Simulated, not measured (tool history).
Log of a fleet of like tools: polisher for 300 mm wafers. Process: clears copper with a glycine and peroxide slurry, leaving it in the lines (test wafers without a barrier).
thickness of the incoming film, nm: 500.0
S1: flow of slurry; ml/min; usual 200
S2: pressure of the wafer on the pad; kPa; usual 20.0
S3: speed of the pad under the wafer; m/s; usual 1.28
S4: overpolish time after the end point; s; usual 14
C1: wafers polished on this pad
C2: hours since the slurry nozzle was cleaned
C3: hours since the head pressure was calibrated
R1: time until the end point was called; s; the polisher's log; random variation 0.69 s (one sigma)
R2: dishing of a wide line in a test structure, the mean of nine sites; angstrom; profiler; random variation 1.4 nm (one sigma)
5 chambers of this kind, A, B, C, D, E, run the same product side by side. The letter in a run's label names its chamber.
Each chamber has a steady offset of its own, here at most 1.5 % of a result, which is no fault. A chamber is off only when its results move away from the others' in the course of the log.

| run | hour | S1 | S2 | S3 | S4 | C1 | C2 | C3 | R1 | R2 |
|---|---|---|---|---|---|---|---|---|---|---|
|  | 1.4 | chamber E: worn pad replaced by a new one |
|  | 8.4 | chamber C: worn pad replaced by a new one |
| 1B | 8.9 | 200 | 20.0 | 1.28 | 14 | 199 | 370.6 | 978.3 | 77.545 | 566.66 |
| 2C | 15.2 | 200 | 20.0 | 1.28 | 14 | 47 | 178.6 | 158.7 | 76.048 | 551.03 |
| 3E | 25.6 | 200 | 20.0 | 1.28 | 14 | 167 | 666.8 | 381.0 | 77.881 | 603.32 |
| 4A | 36.4 | 200 | 20.0 | 1.28 | 14 | 476 | 148.9 | 267.3 | 75.335 | 596.47 |
| 5D | 45.1 | 250 | 20.0 | 1.28 | 14 | 624 | 519.7 | 343.0 | 73.581 | 598.26 |
| 6E | 53.3 | 250 | 20.0 | 1.28 | 14 | 359 | 694.5 | 408.7 | 75.781 | 591.26 |
| 7A | 64.4 | 250 | 20.0 | 1.28 | 14 | 670 | 176.9 | 295.3 | 75.071 | 594.44 |
| 8D | 73.8 | 250 | 20.0 | 1.28 | 14 | 822 | 548.4 | 371.7 | 74.276 | 596.16 |
|  | 80.7 | chamber B: worn pad replaced by a new one |
| 9B | 84.8 | 250 | 20.0 | 1.28 | 14 | 28 | 446.5 | 1054.2 | 74.664 | 610.48 |
| 10C | 91.3 | 200 | 20.0 | 1.28 | 14 | 574 | 254.7 | 234.8 | 78.867 | 557.77 |
| 11B | 102.5 | 200 | 20.0 | 1.28 | 14 | 150 | 464.2 | 1071.9 | 77.351 | 597.90 |
|  | 106.1 | chamber B: slurry nozzle cleaned |
| 12E | 111.5 | 200 | 20.0 | 1.28 | 14 | 762 | 752.7 | 466.9 | 78.101 | 573.37 |
|  | 115.9 | chamber E: slurry nozzle cleaned |
|  | 116.7 | chamber C: worn pad replaced by a new one |
| 13A | 119.4 | 200 | 20.0 | 1.28 | 14 | 1051 | 231.9 | 350.3 | 79.488 | 567.12 |
| 14D | 128.7 | 200 | 20.0 | 1.28 | 14 | 1203 | 603.3 | 426.6 | 76.075 | 585.90 |
| 15C | 139.4 | 200 | 20.0 | 1.28 | 14 | 157 | 302.8 | 282.9 | 78.713 | 596.18 |
|  | 146.3 | chamber D: worn pad replaced by a new one |
| 16C | 149.7 | 200 | 20.0 | 1.28 | 14 | 228 | 313.1 | 293.2 | 78.038 | 593.36 |
| 17E | 158.7 | 200 | 20.0 | 1.28 | 14 | 1089 | 42.8 | 514.1 | 76.113 | 580.29 |
| 18D | 167.5 | 260 | 17.2 | 1.28 | 14 | 147 | 642.1 | 465.4 | 85.120 | 523.39 |
|  | 170.3 | chamber E: worn pad replaced by a new one |
| 19B | 174.2 | 260 | 17.2 | 1.28 | 14 | 647 | 68.2 | 1143.6 | 84.685 | 521.45 |
|  | 183.2 | chamber B: worn pad replaced by a new one |
| 20A | 184.5 | 260 | 17.2 | 1.28 | 14 | 1502 | 297.0 | 415.4 | 89.555 | 501.90 |
| 21C | 195.0 | 260 | 17.2 | 1.28 | 14 | 542 | 358.4 | 338.5 | 83.908 | 512.90 |
| 22D | 201.6 | 260 | 17.2 | 1.28 | 14 | 383 | 676.2 | 499.5 | 84.677 | 530.20 |
| 23E | 206.8 | 200 | 20.0 | 1.28 | 14 | 253 | 90.9 | 562.2 | 77.964 | 560.89 |
|  | 210.2 | chamber C: worn pad replaced by a new one |
| 24A | 213.9 | 200 | 20.0 | 1.28 | 14 | 1705 | 326.4 | 444.8 | 82.315 | 536.03 |
| 25B | 225.2 | 200 | 20.0 | 1.28 | 14 | 291 | 119.2 | 1194.6 | 76.879 | 581.18 |
| 26E | 235.6 | 200 | 20.0 | 1.28 | 14 | 452 | 119.7 | 591.0 | 77.440 | 599.81 |
| 27A | 243.9 | 200 | 20.0 | 1.28 | 14 | 1913 | 356.4 | 474.8 | 83.070 | 538.51 |
| 28C | 249.4 | 200 | 20.0 | 1.28 | 14 | 271 | 412.8 | 392.9 | 77.465 | 573.67 |
| 29B | 258.5 | 200 | 20.0 | 1.28 | 14 | 521 | 152.5 | 1227.9 | 79.096 | 602.51 |
|  | 266.7 | chamber B: worn pad replaced by a new one |
| 30D | 267.4 | 200 | 20.0 | 1.28 | 14 | 839 | 742.0 | 565.3 | 77.187 | 580.00 |
|  | 272.3 | chamber E: head pressure recalibrated |
| 31B | 275.2 | 200 | 20.0 | 1.28 | 14 | 59 | 169.2 | 1244.6 | 77.363 | 598.65 |
| 32C | 281.5 | 250 | 23.4 | 1.28 | 14 | 493 | 444.9 | 425.0 | 66.019 | 644.25 |
| 33D | 286.8 | 250 | 23.4 | 1.28 | 14 | 973 | 761.4 | 584.7 | 64.793 | 662.84 |
| 34E | 296.8 | 250 | 23.4 | 1.28 | 14 | 876 | 180.9 | 24.6 | 65.013 | 636.91 |

Next, every chamber runs the same settings. What will each give?
| 35A | 305.0 | 200 | 20.0 | 1.28 | 14 |  |  |  | ? | ? |
| 35B | 305.0 | 200 | 20.0 | 1.28 | 14 |  |  |  | ? | ? |
| 35C | 305.0 | 200 | 20.0 | 1.28 | 14 |  |  |  | ? | ? |
| 35D | 305.0 | 200 | 20.0 | 1.28 | 14 |  |  |  | ? | ? |
| 35E | 305.0 | 200 | 20.0 | 1.28 | 14 |  |  |  | ? | ? |

| run | R1 | R2 |
|---|---|---|
| 35A | 85.972 | 517.23 |
| 35B | 77.377 | 573.64 |
| 35C | 76.215 | 587.64 |
| 35D | 76.309 | 588.35 |
| 35E | 77.707 | 555.87 |

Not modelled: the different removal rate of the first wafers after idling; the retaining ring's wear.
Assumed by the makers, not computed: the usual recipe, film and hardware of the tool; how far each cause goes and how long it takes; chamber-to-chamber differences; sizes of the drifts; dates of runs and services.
